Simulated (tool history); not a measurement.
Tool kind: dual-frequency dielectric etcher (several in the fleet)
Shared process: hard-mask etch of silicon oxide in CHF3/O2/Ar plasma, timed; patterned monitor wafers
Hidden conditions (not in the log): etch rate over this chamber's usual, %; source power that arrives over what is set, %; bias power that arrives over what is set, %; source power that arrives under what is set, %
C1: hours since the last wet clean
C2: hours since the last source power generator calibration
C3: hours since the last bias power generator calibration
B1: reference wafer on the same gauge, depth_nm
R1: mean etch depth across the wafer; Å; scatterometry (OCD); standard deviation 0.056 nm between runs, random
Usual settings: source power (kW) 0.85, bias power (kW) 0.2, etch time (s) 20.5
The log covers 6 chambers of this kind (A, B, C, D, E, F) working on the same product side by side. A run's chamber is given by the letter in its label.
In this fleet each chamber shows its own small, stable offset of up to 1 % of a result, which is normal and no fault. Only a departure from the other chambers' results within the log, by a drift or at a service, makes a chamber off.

run 1D hour=8.3 | source_power_(kW)=0.85 bias_power_(kW)=0.2 etch_time_(s)=20.5 | C1=406.3 C2=1512.8 C3=1636.4 | B1=40.1 | R1=479.09
run 2C hour=22.6 | source_power_(kW)=0.85 bias_power_(kW)=0.2 etch_time_(s)=20.5 | C1=201.8 C2=977 C3=3145.4 | B1=40.094 | R1=479.68
-- hour=31.2 chamber B: wet clean of the chamber
run 3A hour=36.8 | source_power_(kW)=0.85 bias_power_(kW)=0.2 etch_time_(s)=20.5 | C1=305.9 C2=454.3 C3=2368.2 | B1=40.09 | R1=477.59
run 4F hour=44 | source_power_(kW)=0.85 bias_power_(kW)=0.2 etch_time_(s)=20.5 | C1=425.2 C2=1307.4 C3=1393.2 | B1=40.081 | R1=479.82
-- hour=49.2 chamber D: wet clean of the chamber
run 5B hour=50.6 | source_power_(kW)=0.65 bias_power_(kW)=0.2 etch_time_(s)=23 | C1=19.5 C2=2824 C3=1615.6 | B1=40.077 | R1=488.41
run 6E hour=64.2 | source_power_(kW)=0.65 bias_power_(kW)=0.2 etch_time_(s)=23 | C1=345.3 C2=561.1 C3=929 | B1=40.073 | R1=480.81
run 7D hour=78 | source_power_(kW)=0.65 bias_power_(kW)=0.2 etch_time_(s)=23 | C1=28.9 C2=1582.5 C3=1706.1 | B1=40.061 | R1=485.84
-- hour=81.6 chamber A: wet clean of the chamber
run 8E hour=84.6 | source_power_(kW)=0.65 bias_power_(kW)=0.2 etch_time_(s)=23 | C1=365.7 C2=581.5 C3=949.4 | B1=40.054 | R1=481.16
run 9C hour=96.1 | source_power_(kW)=0.65 bias_power_(kW)=0.2 etch_time_(s)=23 | C1=275.3 C2=1050.5 C3=3218.9 | B1=40.046 | R1=486
run 10F hour=103.9 | source_power_(kW)=0.65 bias_power_(kW)=0.2 etch_time_(s)=23 | C1=485.1 C2=1367.3 C3=1453.1 | B1=40.058 | R1=488.07
run 11B hour=117.2 | source_power_(kW)=0.85 bias_power_(kW)=0.16 etch_time_(s)=20.5 | C1=86.1 C2=2890.6 C3=1682.2 | B1=40.027 | R1=449.77
run 12A hour=128.9 | source_power_(kW)=0.85 bias_power_(kW)=0.16 etch_time_(s)=20.5 | C1=47.3 C2=546.4 C3=2460.3 | B1=40.045 | R1=442.83
run 13A hour=143.6 | source_power_(kW)=0.85 bias_power_(kW)=0.16 etch_time_(s)=20.5 | C1=62 C2=561.1 C3=2475 | B1=40.034 | R1=440.99
run 14B hour=153.4 | source_power_(kW)=0.85 bias_power_(kW)=0.16 etch_time_(s)=20.5 | C1=122.3 C2=2926.8 C3=1718.4 | B1=40.021 | R1=449.48
-- hour=153.6 chamber D: source power generator calibrated
-- hour=153.9 chamber E: wet clean of the chamber
-- hour=154 chamber F: wet clean of the chamber
run 15E hour=164.4 | source_power_(kW)=0.85 bias_power_(kW)=0.16 etch_time_(s)=20.5 | C1=10.5 C2=661.3 C3=1029.2 | B1=40.023 | R1=441.5
run 16D hour=177.5 | source_power_(kW)=0.85 bias_power_(kW)=0.16 etch_time_(s)=20.5 | C1=128.4 C2=23.9 C3=1805.6 | B1=40.001 | R1=443.93
-- hour=182.4 chamber A: bias power generator calibrated
run 17F hour=191.4 | source_power_(kW)=0.85 bias_power_(kW)=0.2 etch_time_(s)=20.5 | C1=37.5 C2=1454.8 C3=1540.6 | B1=40.008 | R1=480.22
run 18C hour=197.9 | source_power_(kW)=0.85 bias_power_(kW)=0.2 etch_time_(s)=20.5 | C1=377.1 C2=1152.3 C3=3320.7 | B1=39.995 | R1=480.03
run 19C hour=212.4 | source_power_(kW)=0.68 bias_power_(kW)=0.244 etch_time_(s)=20.5 | C1=391.6 C2=1166.8 C3=3335.2 | B1=40.004 | R1=471.24
run 20F hour=221.5 | source_power_(kW)=0.68 bias_power_(kW)=0.244 etch_time_(s)=20.5 | C1=67.6 C2=1484.9 C3=1570.7 | B1=39.989 | R1=473.36
run 21D hour=230.5 | source_power_(kW)=0.68 bias_power_(kW)=0.244 etch_time_(s)=20.5 | C1=181.4 C2=76.9 C3=1858.6 | B1=39.98 | R1=471.07
run 22B hour=244.1 | source_power_(kW)=0.68 bias_power_(kW)=0.244 etch_time_(s)=20.5 | C1=213 C2=3017.5 C3=1809.1 | B1=39.987 | R1=473.7
-- hour=253.1 chamber B: source power generator calibrated
run 23A hour=253.8 | source_power_(kW)=0.68 bias_power_(kW)=0.244 etch_time_(s)=20.5 | C1=172.2 C2=671.3 C3=71.4 | B1=39.978 | R1=469.46
run 24E hour=261.7 | source_power_(kW)=0.68 bias_power_(kW)=0.244 etch_time_(s)=20.5 | C1=107.8 C2=758.6 C3=1126.5 | B1=39.974 | R1=465.68
run 25E hour=272.6 | source_power_(kW)=0.85 bias_power_(kW)=0.2 etch_time_(s)=20.5 | C1=118.7 C2=769.5 C3=1137.4 | B1=39.956 | R1=474.95
run 26B hour=282 | source_power_(kW)=0.85 bias_power_(kW)=0.2 etch_time_(s)=20.5 | C1=250.9 C2=28.9 C3=1847 | B1=39.954 | R1=482.79
-- hour=286.8 chamber C: bias power generator calibrated
run 27F hour=288.9 | source_power_(kW)=0.85 bias_power_(kW)=0.2 etch_time_(s)=20.5 | C1=135 C2=1552.3 C3=1638.1 | B1=39.969 | R1=479.48
run 28A hour=299.5 | source_power_(kW)=0.85 bias_power_(kW)=0.2 etch_time_(s)=20.5 | C1=217.9 C2=717 C3=117.1 | B1=39.955 | R1=475.87
run 29C hour=312.4 | source_power_(kW)=0.85 bias_power_(kW)=0.2 etch_time_(s)=20.5 | C1=491.6 C2=1266.8 C3=25.6 | B1=39.955 | R1=478.97
run 30D hour=327.3 | source_power_(kW)=0.85 bias_power_(kW)=0.2 etch_time_(s)=20.5 | C1=278.2 C2=173.7 C3=1955.4 | B1=39.951 | R1=477.21
run 31C hour=334.5 | source_power_(kW)=0.85 bias_power_(kW)=0.2 etch_time_(s)=20.5 | C1=513.7 C2=1288.9 C3=47.7 | B1=39.935 | R1=479.41
run 32A hour=343.9 | source_power_(kW)=0.85 bias_power_(kW)=0.2 etch_time_(s)=20.5 | C1=262.3 C2=761.4 C3=161.5 | B1=39.935 | R1=474.7
run 33F hour=354.2 | source_power_(kW)=0.85 bias_power_(kW)=0.2 etch_time_(s)=20.5 | C1=200.3 C2=1617.6 C3=1703.4 | B1=39.924 | R1=478.46
run 34B hour=367 | source_power_(kW)=0.85 bias_power_(kW)=0.2 etch_time_(s)=20.5 | C1=335.9 C2=113.9 C3=1932 | B1=39.916 | R1=481.62
run 35E hour=377 | source_power_(kW)=0.85 bias_power_(kW)=0.2 etch_time_(s)=20.5 | C1=223.1 C2=873.9 C3=1241.8 | B1=39.912 | R1=472.91
run 36D hour=385.2 | source_power_(kW)=0.85 bias_power_(kW)=0.2 etch_time_(s)=20.5 | C1=336.1 C2=231.6 C3=2013.3 | B1=39.9 | R1=477.47

All 6 chambers run these settings next. Forecast each chamber's results:
run 37A hour=395.9 | source_power_(kW)=0.85 bias_power_(kW)=0.2 etch_time_(s)=20.5 | R1=?
run 37B hour=395.9 | source_power_(kW)=0.85 bias_power_(kW)=0.2 etch_time_(s)=20.5 | R1=?
run 37C hour=395.9 | source_power_(kW)=0.85 bias_power_(kW)=0.2 etch_time_(s)=20.5 | R1=?
run 37D hour=395.9 | source_power_(kW)=0.85 bias_power_(kW)=0.2 etch_time_(s)=20.5 | R1=?
run 37E hour=395.9 | source_power_(kW)=0.85 bias_power_(kW)=0.2 etch_time_(s)=20.5 | R1=?
run 37F hour=395.9 | source_power_(kW)=0.85 bias_power_(kW)=0.2 etch_time_(s)=20.5 | R1=?

run=37A R1=475.28
run=37B R1=481.85
run=37C R1=479.17
run=37D R1=477.33
run=37E R1=474.26
run=37F R1=478.6
